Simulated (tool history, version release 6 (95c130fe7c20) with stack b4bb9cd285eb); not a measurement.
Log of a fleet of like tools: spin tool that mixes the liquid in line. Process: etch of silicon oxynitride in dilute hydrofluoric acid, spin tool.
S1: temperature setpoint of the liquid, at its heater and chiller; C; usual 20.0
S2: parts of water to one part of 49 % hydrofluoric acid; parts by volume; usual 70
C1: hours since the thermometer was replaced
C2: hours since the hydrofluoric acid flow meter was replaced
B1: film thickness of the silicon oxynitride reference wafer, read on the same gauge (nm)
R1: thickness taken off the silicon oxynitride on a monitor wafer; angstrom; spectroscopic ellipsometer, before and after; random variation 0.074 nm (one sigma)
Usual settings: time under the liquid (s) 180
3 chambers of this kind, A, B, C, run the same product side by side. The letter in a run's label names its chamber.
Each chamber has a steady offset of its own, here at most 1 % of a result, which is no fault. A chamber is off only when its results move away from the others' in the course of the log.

run 1C day=0.308 | S1=20.0 S2=70 time_under_the_liquid_(s)=180 | C1=1196.4 C2=502.3 | B1=130.01 | R1=73.429
run 2A day=0.650 | S1=20.0 S2=70 time_under_the_liquid_(s)=180 | C1=404.6 C2=528.0 | B1=130.02 | R1=74.499
run 3B day=1.004 | S1=20.0 S2=70 time_under_the_liquid_(s)=180 | C1=2237.3 C2=404.3 | B1=129.99 | R1=73.277
run 4C day=1.438 | S1=20.0 S2=70 time_under_the_liquid_(s)=180 | C1=1223.5 C2=529.4 | B1=130.01 | R1=74.323
run 5B day=1.883 | S1=20.0 S2=70 time_under_the_liquid_(s)=180 | C1=2258.4 C2=425.4 | B1=129.99 | R1=73.843
run 6A day=2.217 | S1=20.0 S2=70 time_under_the_liquid_(s)=180 | C1=442.2 C2=565.6 | B1=130.01 | R1=72.592
run 7B day=2.571 | S1=20.0 S2=70 time_under_the_liquid_(s)=180 | C1=2274.9 C2=441.9 | B1=129.99 | R1=72.779
run 8A day=2.983 | S1=20.0 S2=70 time_under_the_liquid_(s)=180 | C1=460.6 C2=584.0 | B1=129.98 | R1=73.374
run 9C day=3.421 | S1=20.0 S2=70 time_under_the_liquid_(s)=180 | C1=1271.1 C2=577.0 | B1=129.99 | R1=72.524
run 10B day=3.846 | S1=20.0 S2=70 time_under_the_liquid_(s)=180 | C1=2305.5 C2=472.5 | B1=130.01 | R1=73.632
run 11A day=4.050 | S1=20.0 S2=70 time_under_the_liquid_(s)=180 | C1=486.2 C2=609.6 | B1=129.99 | R1=73.802
run 12C day=4.288 | S1=20.0 S2=70 time_under_the_liquid_(s)=180 | C1=1291.9 C2=597.8 | B1=130.00 | R1=73.182
run 13B day=4.525 | S1=24.5 S2=70 time_under_the_liquid_(s)=180 | C1=2321.8 C2=488.8 | B1=130.00 | R1=90.749
run 14C day=4.992 | S1=24.5 S2=70 time_under_the_liquid_(s)=180 | C1=1308.8 C2=614.7 | B1=130.00 | R1=92.056
run 15A day=5.367 | S1=24.5 S2=70 time_under_the_liquid_(s)=180 | C1=517.8 C2=641.2 | B1=129.99 | R1=91.873
run 16A day=5.817 | S1=20.0 S2=70 time_under_the_liquid_(s)=255 | C1=528.6 C2=652.0 | B1=130.01 | R1=103.180
run 17B day=6.058 | S1=20.0 S2=70 time_under_the_liquid_(s)=255 | C1=2358.6 C2=525.6 | B1=129.99 | R1=104.110
run 18C day=6.358 | S1=20.0 S2=70 time_under_the_liquid_(s)=255 | C1=1341.6 C2=647.5 | B1=129.97 | R1=100.840
run 19C day=6.575 | S1=20.0 S2=70 time_under_the_liquid_(s)=180 | C1=1346.8 C2=652.7 | B1=130.00 | R1=71.178
run 20B day=6.808 | S1=20.0 S2=70 time_under_the_liquid_(s)=180 | C1=2376.6 C2=543.6 | B1=130.00 | R1=72.590
-- day=7.258 chamber A: hydrofluoric acid flow meter replaced
run 21A day=7.258 | S1=20.0 S2=70 time_under_the_liquid_(s)=180 | C1=563.2 C2=0.1 | B1=130.02 | R1=75.642
run 22B day=7.688 | S1=20.0 S2=70 time_under_the_liquid_(s)=180 | C1=2397.7 C2=564.7 | B1=130.01 | R1=74.406
run 23A day=8.117 | S1=20.0 S2=70 time_under_the_liquid_(s)=180 | C1=583.8 C2=20.7 | B1=130.01 | R1=74.068
run 24C day=8.450 | S1=20.0 S2=70 time_under_the_liquid_(s)=180 | C1=1391.8 C2=697.7 | B1=130.01 | R1=71.676
run 25B day=8.721 | S1=20.0 S2=70 time_under_the_liquid_(s)=180 | C1=2422.5 C2=589.5 | B1=130.00 | R1=73.364
run 26A day=9.108 | S1=20.0 S2=70 time_under_the_liquid_(s)=180 | C1=607.6 C2=44.5 | B1=130.01 | R1=74.880
run 27C day=9.433 | S1=20.0 S2=70 time_under_the_liquid_(s)=180 | C1=1415.4 C2=721.3 | B1=130.02 | R1=70.020
run 28C day=9.692 | S1=20.0 S2=70 time_under_the_liquid_(s)=180 | C1=1421.6 C2=727.5 | B1=129.99 | R1=68.357
run 29A day=9.979 | S1=20.0 S2=70 time_under_the_liquid_(s)=180 | C1=628.5 C2=65.4 | B1=130.02 | R1=73.978
run 30B day=10.262 | S1=20.0 S2=70 time_under_the_liquid_(s)=180 | C1=2459.5 C2=626.5 | B1=130.00 | R1=74.569
-- day=10.442 chamber A: thermometer replaced
run 31C day=10.646 | S1=20.0 S2=70 time_under_the_liquid_(s)=180 | C1=1444.5 C2=750.4 | B1=130.00 | R1=66.806
run 32A day=10.929 | S1=20.0 S2=70 time_under_the_liquid_(s)=180 | C1=11.7 C2=88.2 | B1=130.01 | R1=73.668
run 33B day=11.383 | S1=20.0 S2=70 time_under_the_liquid_(s)=180 | C1=2486.4 C2=653.4 | B1=130.00 | R1=72.192
run 34A day=11.650 | S1=20.0 S2=70 time_under_the_liquid_(s)=180 | C1=29.0 C2=105.5 | B1=130.01 | R1=73.997
run 35C day=11.996 | S1=20.0 S2=70 time_under_the_liquid_(s)=180 | C1=1476.9 C2=782.8 | B1=130.01 | R1=67.509

Next, every chamber runs the same settings. What will each give?
run 36A day=12.329 | S1=20.0 S2=85 time_under_the_liquid_(s)=180 | R1=?
run 36B day=12.329 | S1=20.0 S2=85 time_under_the_liquid_(s)=180 | R1=?
run 36C day=12.329 | S1=20.0 S2=85 time_under_the_liquid_(s)=180 | R1=?

run=36A R1=60.018
run=36B R1=59.975
run=36C R1=53.246

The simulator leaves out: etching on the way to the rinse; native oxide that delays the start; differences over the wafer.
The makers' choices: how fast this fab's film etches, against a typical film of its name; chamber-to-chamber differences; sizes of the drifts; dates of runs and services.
